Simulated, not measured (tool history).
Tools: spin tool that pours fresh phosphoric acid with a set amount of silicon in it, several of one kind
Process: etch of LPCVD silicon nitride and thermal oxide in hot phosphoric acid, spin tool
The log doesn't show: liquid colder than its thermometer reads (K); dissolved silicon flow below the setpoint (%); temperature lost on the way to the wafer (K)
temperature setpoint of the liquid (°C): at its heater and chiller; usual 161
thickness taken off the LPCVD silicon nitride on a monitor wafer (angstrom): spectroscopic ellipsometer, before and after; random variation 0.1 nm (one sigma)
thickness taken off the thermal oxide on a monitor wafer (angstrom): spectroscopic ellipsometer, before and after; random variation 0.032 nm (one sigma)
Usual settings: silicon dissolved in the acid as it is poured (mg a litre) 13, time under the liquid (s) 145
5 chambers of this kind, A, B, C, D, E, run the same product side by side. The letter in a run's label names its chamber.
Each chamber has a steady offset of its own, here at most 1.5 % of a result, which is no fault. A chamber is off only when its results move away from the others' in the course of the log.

| run | hour | temperature setpoint of the liquid (°C) | silicon dissolved in the acid as it is poured (mg a litre) | time under the liquid (s) | hours since the thermometer was replaced | hours since the dissolved silicon flow meter was replaced | hours since the heated supply line was repaired | read-back film thickness of the LPCVD silicon nitride reference wafer, read on the same gauge (nm) | read-back film thickness of the thermal oxide reference wafer, read on the same gauge (nm) | thickness taken off the LPCVD silicon nitride on a monitor wafer (angstrom) | thickness taken off the thermal oxide on a monitor wafer (angstrom) |
|---|---|---|---|---|---|---|---|---|---|---|---|
| 1A | 5.5 | 161 | 13 | 145 | 385.1 | 845.1 | 1986.9 | 99.979 | 30.011 | 133.44 | 3.7674 |
| 2B | 9 | 161 | 13 | 145 | 1684 | 514.2 | 239.3 | 100.02 | 30.016 | 131.5 | 2.5112 |
| 3C | 12.7 | 161 | 13 | 145 | 39.1 | 195.2 | 140.1 | 100.02 | 30.006 | 132.14 | 2.7912 |
| 4E | 17.6 | 161 | 13 | 145 | 225.2 | 1945 | 1342.9 | 100.02 | 29.99 | 129.84 | 3.7951 |
| 5D | 23.9 | 161 | 13 | 145 | 569 | 447.1 | 162.9 | 99.989 | 30.008 | 132.97 | 2.6324 |
| 6D | 29 | 161 | 13 | 200 | 574.1 | 452.2 | 168 | 99.976 | 30.001 | 185.43 | 4.1933 |
| 7C | 34.4 | 161 | 13 | 200 | 60.8 | 216.9 | 161.8 | 100.02 | 29.999 | 183.07 | 5.163 |
| 8A | 38.9 | 161 | 13 | 200 | 418.5 | 878.5 | 2020.3 | 100 | 29.992 | 181.67 | 5.479 |
| 9B | 42.5 | 161 | 13 | 200 | 1717.5 | 547.7 | 272.8 | 100.01 | 30.014 | 184.7 | 3.8679 |
| 10E | 46.3 | 161 | 13 | 200 | 253.9 | 1973.7 | 1371.6 | 99.943 | 29.999 | 177.96 | 4.2843 |
| 11B | 51.8 | 163 | 5 | 145 | 1726.8 | 557 | 282.1 | 99.967 | 30.02 | 140.14 | 4.2491 |
| 12E | 56.2 | 163 | 5 | 145 | 263.8 | 1983.6 | 1381.5 | 100.01 | 30.016 | 139.31 | 4.6157 |
| 13C | 59.7 | 163 | 5 | 145 | 86.1 | 242.2 | 187.1 | 99.988 | 29.995 | 142.07 | 4.7485 |
| 14A | 63.9 | 163 | 5 | 145 | 443.5 | 903.5 | 2045.3 | 100 | 30.001 | 142.14 | 4.8849 |
| 15D | 69.4 | 163 | 5 | 145 | 614.5 | 492.6 | 208.4 | 100.04 | 29.997 | 140.93 | 4.5532 |
| 16C | 72.8 | 161 | 18 | 145 | 99.2 | 255.3 | 200.2 | 99.983 | 30 | 133.86 | 3.1718 |
| 17E | 78.7 | 161 | 18 | 145 | 286.3 | 2006.1 | 1404 | 99.982 | 30.019 | 131.33 | 2.3674 |
| 18B | 82.7 | 161 | 18 | 145 | 1757.7 | 587.9 | 313 | 100.04 | 30.006 | 132.24 | 2.9812 |
| 19A | 86.9 | 161 | 18 | 145 | 466.5 | 926.5 | 2068.3 | 99.987 | 30.02 | 132.35 | 2.8059 |
| 20D | 91.2 | 161 | 18 | 145 | 636.3 | 514.4 | 230.2 | 100.01 | 30.011 | 133.7 | 3.0531 |
| 21B | 96 | 161 | 13 | 145 | 1771 | 601.2 | 326.3 | 99.983 | 30.011 | 133.44 | 3.8617 |
| 22D | 101 | 161 | 13 | 145 | 646.1 | 524.2 | 240 | 100 | 30.009 | 132.63 | 3.1726 |
| 23E | 106.7 | 161 | 13 | 145 | 314.3 | 2034.1 | 1432 | 100.02 | 29.999 | 131.4 | 3.4871 |
| 24A | 110.3 | 161 | 13 | 145 | 489.9 | 949.9 | 2091.7 | 100 | 30.014 | 131.51 | 3.3104 |
| 25C | 116.2 | 161 | 13 | 145 | 142.6 | 298.7 | 243.6 | 100.01 | 30.002 | 134.54 | 3.4762 |
| 26D | 121 | 161 | 13 | 145 | 666.1 | 544.2 | 260 | 99.965 | 29.989 | 131.72 | 3.1793 |
| 27B | 123.8 | 161 | 13 | 145 | 1798.8 | 629 | 354.1 | 99.972 | 29.991 | 132.98 | 3.6465 |
| 28E | 128.5 | 161 | 13 | 145 | 336.1 | 2055.9 | 1453.8 | 100 | 29.981 | 130.73 | 3.6165 |
| 29C | 131.7 | 161 | 13 | 145 | 158.1 | 314.2 | 259.1 | 100 | 30.005 | 132.68 | 3.9415 |
| 30A | 137.3 | 161 | 13 | 145 | 516.9 | 976.9 | 2118.7 | 100.01 | 30.006 | 131.16 | 3.3452 |

Is one chamber off against the others, does the gauge drift, or is nothing wrong? If a chamber is off, say which, and what the likeliest cause is.

No chamber stands off beyond its own small offset, and the gauge holds steady.
